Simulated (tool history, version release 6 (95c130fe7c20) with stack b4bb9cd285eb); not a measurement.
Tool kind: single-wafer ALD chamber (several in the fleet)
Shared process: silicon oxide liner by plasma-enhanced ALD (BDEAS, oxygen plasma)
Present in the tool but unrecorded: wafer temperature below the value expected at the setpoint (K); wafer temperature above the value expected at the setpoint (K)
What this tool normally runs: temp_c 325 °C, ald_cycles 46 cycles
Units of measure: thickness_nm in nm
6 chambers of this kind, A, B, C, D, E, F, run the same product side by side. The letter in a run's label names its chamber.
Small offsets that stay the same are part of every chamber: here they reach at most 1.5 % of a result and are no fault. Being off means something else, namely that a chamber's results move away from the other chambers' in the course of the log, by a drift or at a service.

run,hour,temp_c,ald_cycles,hours since the last thermocouple change,"read-back reference wafer on the same gauge, thickness_nm",thickness_nm
1E,7.7,325,46,128.2,4.4094,4.1475
2A,14.6,325,46,1374.4,4.4082,4.1665
3C,23.1,325,46,496.9,4.4065,4.1364
4D,30.2,325,46,1202.4,4.4078,4.1402
5F,38.7,325,46,1354.5,4.408,4.159
6B,47.4,325,46,1861.3,4.4059,4.0846
7F,55.6,325,46,1371.4,4.406,4.1588
8E,60,325,46,180.5,4.4058,4.1342
9A,64.7,325,46,1424.5,4.4041,4.1694
10B,71.6,325,46,1885.5,4.4029,4.0853
11D,76,325,46,1248.2,4.4032,4.1396
12C,82,332,41,555.8,4.4037,3.6565
13C,90.9,332,41,564.7,4.4031,3.6408
14F,99.8,332,41,1415.6,4.3998,3.6705
15A,103.7,332,41,1463.5,4.3995,3.6756
16E,108.6,332,41,229.1,4.4009,3.6484
17D,115,332,41,1287.2,4.3997,3.6498
18B,121.9,325,46,1935.8,4.3995,4.0718
19C,128.6,325,46,602.4,4.3987,4.1316
20B,133.6,333,49,1947.5,4.3993,4.2996
21F,140.9,333,49,1456.7,4.3997,4.3899
22E,148.1,333,49,268.6,4.3982,4.351
23D,156.5,333,49,1328.7,4.3979,4.3472
24A,161,333,49,1520.8,4.3966,4.3823
25A,169.4,333,49,1529.2,4.3949,4.3825
26C,175.1,325,46,648.9,4.3967,4.1183
27D,183.2,325,46,1355.4,4.3933,4.1286
28F,188.9,325,46,1504.7,4.3941,4.1461
29E,194.9,325,46,315.4,4.3943,4.1271
30B,202.6,332,54,2016.5,4.3933,4.7376
31C,209.5,332,54,683.3,4.392,4.7835
32A,213.4,332,54,1573.2,4.3917,4.8343
33F,219,332,54,1534.8,4.3914,4.8213
34D,224.3,332,54,1396.5,4.3917,4.804
35B,231,332,54,2044.9,4.3902,4.7225
36E,235.5,325,46,356,4.3899,4.1348
37C,242.7,325,51,716.5,4.3896,4.5636
38E,249.6,325,51,370.1,4.3886,4.5691
39F,258,325,51,1573.8,4.3878,4.6004

Predict what each chamber gives when all 6 of them run the settings below next.
40A,264.4,325,46,,,?
40B,264.4,325,46,,,?
40C,264.4,325,46,,,?
40D,264.4,325,46,,,?
40E,264.4,325,46,,,?
40F,264.4,325,46,,,?

run,thickness_nm
40A,4.1528
40B,4.0651
40C,4.1113
40D,4.1239
40E,4.126
40F,4.1546

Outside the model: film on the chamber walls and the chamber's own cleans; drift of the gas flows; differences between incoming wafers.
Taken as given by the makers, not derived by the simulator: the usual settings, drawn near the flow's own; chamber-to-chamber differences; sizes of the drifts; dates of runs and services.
